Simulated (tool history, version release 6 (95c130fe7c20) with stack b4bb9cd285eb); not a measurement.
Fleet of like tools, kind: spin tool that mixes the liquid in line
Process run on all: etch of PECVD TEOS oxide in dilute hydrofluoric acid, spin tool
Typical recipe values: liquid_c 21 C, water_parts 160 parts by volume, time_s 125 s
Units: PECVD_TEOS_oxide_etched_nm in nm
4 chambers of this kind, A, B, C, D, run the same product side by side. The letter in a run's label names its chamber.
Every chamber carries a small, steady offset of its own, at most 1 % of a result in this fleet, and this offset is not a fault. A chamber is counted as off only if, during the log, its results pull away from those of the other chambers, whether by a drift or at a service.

| run | hour | liquid_c | water_parts | time_s | hours since the thermometer was replaced | hours since the hydrofluoric acid flow meter was replaced | read-back film thickness of the PECVD TEOS oxide reference wafer, read on the same gauge (nm) | PECVD_TEOS_oxide_etched_nm |
|---|---|---|---|---|---|---|---|---|
| 1C | 13.1 | 21 | 160 | 125 | 992.4 | 237.1 | 90.065 | 13.909 |
| 2A | 23.5 | 21 | 160 | 125 | 413.8 | 691.2 | 90.048 | 13.871 |
| 3D | 35.4 | 21 | 160 | 125 | 692.7 | 211.3 | 89.983 | 13.967 |
| 4B | 41.7 | 21 | 160 | 125 | 1041.8 | 813.9 | 89.971 | 13.675 |
| 5A | 55.0 | 21 | 160 | 125 | 445.3 | 722.7 | 90.017 | 13.864 |
| 6D | 65.2 | 21 | 160 | 125 | 722.5 | 241.1 | 89.995 | 13.813 |
| 7C | 72.5 | 21 | 160 | 125 | 1051.8 | 296.5 | 90.040 | 14.148 |
| 8B | 79.0 | 21 | 160 | 125 | 1079.1 | 851.2 | 90.007 | 13.794 |
| 9C | 93.0 | 21 | 160 | 125 | 1072.3 | 317.0 | 89.993 | 14.074 |
| 10D | 101.3 | 21 | 160 | 125 | 758.6 | 277.2 | 89.963 | 13.920 |
| 11A | 107.9 | 21 | 85 | 125 | 498.2 | 775.6 | 89.987 | 28.537 |
| 12B | 118.0 | 21 | 85 | 125 | 1118.1 | 890.2 | 89.994 | 28.630 |
| 13A | 124.7 | 21 | 85 | 125 | 515.0 | 792.4 | 89.998 | 28.412 |
| 14C | 132.4 | 21 | 85 | 125 | 1111.7 | 356.4 | 90.032 | 28.062 |
| 15B | 142.9 | 24 | 160 | 125 | 1143.0 | 915.1 | 90.000 | 15.409 |
| 16D | 152.2 | 24 | 160 | 125 | 809.5 | 328.1 | 89.992 | 15.480 |
| 17C | 165.1 | 24 | 160 | 125 | 1144.4 | 389.1 | 90.006 | 15.711 |
| 18B | 174.3 | 24 | 160 | 125 | 1174.4 | 946.5 | 89.962 | 15.566 |
| 19A | 187.0 | 21 | 160 | 125 | 577.3 | 854.7 | 90.011 | 14.030 |
| 20D | 200.4 | 21 | 160 | 125 | 857.7 | 376.3 | 90.018 | 13.991 |
| 21A | 208.3 | 21 | 160 | 125 | 598.6 | 876.0 | 90.003 | 13.881 |
| 22C | 221.7 | 21 | 160 | 125 | 1201.0 | 445.7 | 90.006 | 13.900 |
| 23D | 231.3 | 21 | 160 | 125 | 888.6 | 407.2 | 89.979 | 13.906 |
| 24B | 243.7 | 21 | 230 | 180 | 1243.8 | 1015.9 | 90.009 | 12.759 |
| 25D | 250.2 | 21 | 230 | 180 | 907.5 | 426.1 | 90.036 | 13.032 |
| 26C | 261.3 | 21 | 230 | 180 | 1240.6 | 485.3 | 90.003 | 13.147 |
| 27B | 272.7 | 21 | 230 | 180 | 1272.8 | 1044.9 | 90.023 | 12.832 |
| 28A | 278.9 | 21 | 160 | 125 | 669.2 | 946.6 | 90.034 | 13.938 |
| 29A | 291.1 | 21 | 160 | 125 | 681.4 | 958.8 | 89.998 | 14.005 |
| 30C | 297.6 | 21 | 160 | 125 | 1276.9 | 521.6 | 90.004 | 13.903 |
| 31B | 304.7 | 21 | 160 | 125 | 1304.8 | 1076.9 | 90.019 | 13.720 |
| 32D | 318.4 | 21 | 160 | 125 | 975.7 | 494.3 | 89.953 | 13.928 |
| 33D | 329.6 | 21 | 160 | 125 | 986.9 | 505.5 | 89.992 | 13.910 |
|  | 339.4 | chamber C: thermometer replaced |
| 34C | 340.7 | 21 | 160 | 125 | 1.3 | 564.7 | 89.977 | 14.117 |
| 35A | 351.7 | 21 | 160 | 125 | 742.0 | 1019.4 | 89.978 | 13.925 |
| 36B | 358.5 | 21 | 120 | 170 | 1358.6 | 1130.7 | 90.023 | 26.064 |
| 37A | 368.6 | 21 | 120 | 170 | 758.9 | 1036.3 | 90.000 | 26.426 |

The same settings go to every chamber for the next run, one line per chamber below. Forecast the results for each:
| 38A | 378.6 | 24 | 160 | 125 |  |  |  | ? |
| 38B | 378.6 | 24 | 160 | 125 |  |  |  | ? |
| 38C | 378.6 | 24 | 160 | 125 |  |  |  | ? |
| 38D | 378.6 | 24 | 160 | 125 |  |  |  | ? |

| run | PECVD_TEOS_oxide_etched_nm |
|---|---|
| 38A | 15.628 |
| 38B | 15.436 |
| 38C | 15.794 |
| 38D | 15.654 |
